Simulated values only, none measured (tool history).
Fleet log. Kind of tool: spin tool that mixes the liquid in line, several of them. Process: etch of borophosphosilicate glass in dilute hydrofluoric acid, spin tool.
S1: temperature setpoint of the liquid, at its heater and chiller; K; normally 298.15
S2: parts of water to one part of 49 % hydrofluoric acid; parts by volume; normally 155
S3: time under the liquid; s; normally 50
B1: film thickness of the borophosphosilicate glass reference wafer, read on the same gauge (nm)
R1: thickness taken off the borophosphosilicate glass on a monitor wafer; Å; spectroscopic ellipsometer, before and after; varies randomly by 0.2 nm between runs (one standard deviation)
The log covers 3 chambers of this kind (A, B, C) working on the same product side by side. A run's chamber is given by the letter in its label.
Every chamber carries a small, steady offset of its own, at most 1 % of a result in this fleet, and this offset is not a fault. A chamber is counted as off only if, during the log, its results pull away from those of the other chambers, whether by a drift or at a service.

| run | day | S1 | S2 | S3 | B1 | R1 |
|---|---|---|---|---|---|---|
| 1B | 0.396 | 298.15 | 155 | 50 | 30.013 | 250.45 |
| 2C | 0.717 | 298.15 | 155 | 50 | 29.993 | 253.02 |
| 3A | 0.938 | 298.15 | 155 | 50 | 30.005 | 251.47 |
| 4C | 1.133 | 298.15 | 155 | 50 | 30.028 | 252.52 |
| 5B | 1.362 | 298.15 | 155 | 50 | 29.993 | 249.41 |
| 6A | 1.571 | 298.15 | 155 | 50 | 30.060 | 255.86 |
| 7B | 1.912 | 298.15 | 155 | 50 | 29.997 | 249.18 |
| 8C | 2.200 | 298.15 | 155 | 50 | 29.997 | 253.91 |
| 9A | 2.546 | 298.15 | 155 | 50 | 29.998 | 250.80 |
| 10A | 2.821 | 298.15 | 155 | 50 | 29.967 | 255.92 |
| 11B | 3.050 | 298.15 | 155 | 50 | 30.019 | 251.30 |
| 12C | 3.417 | 298.15 | 155 | 50 | 30.035 | 256.34 |
| 13B | 3.717 | 298.15 | 155 | 50 | 29.982 | 250.32 |
| 14A | 3.896 | 298.15 | 155 | 50 | 30.010 | 257.71 |
| 15C | 4.092 | 298.15 | 155 | 50 | 30.035 | 254.18 |
| 16C | 4.288 | 298.15 | 155 | 50 | 29.989 | 253.76 |
| 17B | 4.638 | 298.15 | 155 | 50 | 29.998 | 252.40 |
| 18A | 4.892 | 300.65 | 155 | 25 | 30.030 | 142.02 |
| 19C | 5.288 | 300.65 | 155 | 25 | 30.016 | 138.75 |
| 20A | 5.608 | 300.65 | 155 | 25 | 29.998 | 141.79 |
| 21B | 5.812 | 298.15 | 155 | 50 | 30.005 | 249.18 |
| 22C | 6.062 | 298.15 | 155 | 50 | 30.005 | 256.22 |
| 23A | 6.279 | 298.15 | 155 | 50 | 29.986 | 255.37 |
| 24B | 6.604 | 298.15 | 155 | 50 | 30.025 | 253.52 |
| 25B | 6.888 | 298.15 | 155 | 50 | 29.988 | 247.01 |
| 26C | 7.083 | 298.15 | 125 | 60 | 30.025 | 390.88 |
| 27A | 7.367 | 298.15 | 125 | 60 | 29.966 | 390.80 |
| 28B | 7.642 | 298.15 | 125 | 60 | 29.996 | 387.24 |
| 29C | 7.888 | 298.15 | 155 | 50 | 29.956 | 252.65 |
| 30A | 8.183 | 298.15 | 155 | 50 | 29.967 | 253.75 |
| 31A | 8.575 | 298.15 | 155 | 50 | 29.996 | 256.60 |
| 32C | 8.946 | 298.15 | 155 | 50 | 29.999 | 256.31 |
| 33B | 9.242 | 298.15 | 155 | 50 | 30.010 | 251.93 |
| 34B | 9.638 | 298.15 | 155 | 50 | 29.990 | 249.27 |
| 35A | 9.888 | 298.15 | 155 | 50 | 30.003 | 256.85 |
| 36C | 10.100 | 298.15 | 155 | 50 | 30.001 | 256.63 |
| 37C | 10.354 | 298.15 | 155 | 50 | 29.992 | 252.79 |
|  | 10.375 | chamber A: hydrofluoric acid flow meter replaced |
| 38A | 10.712 | 298.15 | 155 | 50 | 29.999 | 254.57 |
| 39B | 11.038 | 298.15 | 155 | 50 | 29.982 | 248.12 |
| 40B | 11.367 | 298.15 | 155 | 50 | 30.014 | 251.36 |

One chamber off, gauge drift, or nothing amiss beyond the chambers' own small offsets? If it is a chamber, which one, and what is the likeliest cause?

All chambers stay in line apart from their small fixed offsets, and the gauge does not drift.
